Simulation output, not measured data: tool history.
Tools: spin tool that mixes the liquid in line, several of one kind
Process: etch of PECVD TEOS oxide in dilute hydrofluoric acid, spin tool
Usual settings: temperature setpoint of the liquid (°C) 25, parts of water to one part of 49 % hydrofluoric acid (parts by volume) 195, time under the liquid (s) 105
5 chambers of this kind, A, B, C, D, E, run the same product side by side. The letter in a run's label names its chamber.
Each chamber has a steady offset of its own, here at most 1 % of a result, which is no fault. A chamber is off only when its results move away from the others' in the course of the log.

run   hour  temperature setpoint of the liquid (°C)  parts of water to one part of 49 % hydrofluoric acid (parts by volume)  time under the liquid (s)  read-back film thickness of the PECVD TEOS oxide reference wafer, read on the same gauge (nm)  thickness taken off the PECVD TEOS oxide on a monitor wafer (angstrom)
 1B   10.7                                       25                                                                     195                        105                                                                                            140                                                                  77.933
 2D   20.5                                       25                                                                     195                        105                                                                                            140                                                                  77.148
 3E   28.7                                       25                                                                     195                        105                                                                                         139.99                                                                  78.071
 4A   34.3                                       25                                                                     195                        105                                                                                            140                                                                  78.077
 5C   39.4                                       25                                                                     195                        105                                                                                            140                                                                  76.815
 6A   49.9                                       25                                                                     195                        105                                                                                         139.99                                                                  77.859
 7B   59.4                                       25                                                                     195                        105                                                                                         139.98                                                                  78.625
 8D   65.8                                       25                                                                     195                        105                                                                                         140.01                                                                   77.71
 9E   74.2                                       25                                                                     195                        105                                                                                            140                                                                  77.888
10C   80.7                                       25                                                                     195                        105                                                                                         139.99                                                                  77.407
11A   88.8                                       25                                                                     195                         50                                                                                            140                                                                  36.998
12E   95.4                                       25                                                                     195                         50                                                                                         139.99                                                                  36.823
13D    105                                       25                                                                     195                         50                                                                                         139.99                                                                  36.626
14C    114                                       25                                                                     195                         50                                                                                            140                                                                  37.376
15B  124.5                                       25                                                                     195                         50                                                                                         139.99                                                                  37.468
16A    134                                       25                                                                     195                        105                                                                                         140.01                                                                  77.463
17E  142.8                                       25                                                                     195                        105                                                                                         140.02                                                                  77.357
18D  150.4                                       25                                                                     195                        105                                                                                         140.01                                                                  76.906
19B  161.7                                       25                                                                     195                        105                                                                                         140.01                                                                  79.504
20C  170.2                                       25                                                                     195                        105                                                                                            140                                                                  77.556
21B  177.9                                       25                                                                     195                        105                                                                                            140                                                                  78.824
     180.4  -- chamber E: thermometer replaced
22E  188.6                                       25                                                                     195                        105                                                                                            140                                                                  77.282
23C  195.2                                       25                                                                     195                        105                                                                                         139.96                                                                  77.102
24A  205.4                                       25                                                                     195                        105                                                                                            140                                                                  77.403
25D  215.3                                       25                                                                     195                        105                                                                                         139.98                                                                  75.967
26A  226.6                                       25                                                                     195                        105                                                                                         140.02                                                                  77.366
27B  233.6                                       25                                                                     150                        105                                                                                         140.02                                                                  110.65
28C  241.7                                       25                                                                     150                        105                                                                                         140.03                                                                  104.29
29D  250.6                                       25                                                                     150                        105                                                                                         140.02                                                                  105.74
30E  261.9                                       25                                                                     150                        105                                                                                            140                                                                  105.78
31A  268.6                                       25                                                                     150                        105                                                                                         139.99                                                                  106.66
32D  278.1                                       25                                                                     195                        105                                                                                         140.02                                                                  76.525
33C  285.5                                       25                                                                     195                        105                                                                                         139.98                                                                   77.29
34B  292.5                                       25                                                                     195                        105                                                                                         140.01                                                                  80.852
35E  297.9                                       25                                                                     195                        105                                                                                            140                                                                  78.013
36B  308.2                                       25                                                                     195                        105                                                                                         140.01                                                                  80.808
37E  317.5                                       25                                                                     195                        105                                                                                         139.97                                                                  78.191
38D  326.6                                       25                                                                     195                        105                                                                                            140                                                                  77.242
39A  333.7                                       25                                                                     195                        105                                                                                         140.02                                                                  77.824
40C  340.4                                       25                                                                     195                        105                                                                                         139.96                                                                  77.343
41A    346                                       25                                                                     195                        105                                                                                         140.02                                                                  78.988
42E  356.7                                       29                                                                     195                         65                                                                                         139.95                                                                   55.41
43B  365.8                                       29                                                                     195                         65                                                                                         140.01                                                                  58.806
44C  374.8                                       29                                                                     195                         65                                                                                         139.98                                                                  55.116

All 5 chambers run these settings next. Forecast each chamber's results:
45A  382.9                                       25                                                                     195                        105                                                                                                                                                                      ?
45B  382.9                                       25                                                                     195                        105                                                                                                                                                                      ?
45C  382.9                                       25                                                                     195                        105                                                                                                                                                                      ?
45D  382.9                                       25                                                                     195                        105                                                                                                                                                                      ?
45E  382.9                                       25                                                                     195                        105                                                                                                                                                                      ?

run  thickness taken off the PECVD TEOS oxide on a monitor wafer (angstrom)
45A                                                                  77.987
45B                                                                   81.96
45C                                                                   78.12
45D                                                                  78.019
45E                                                                  77.514
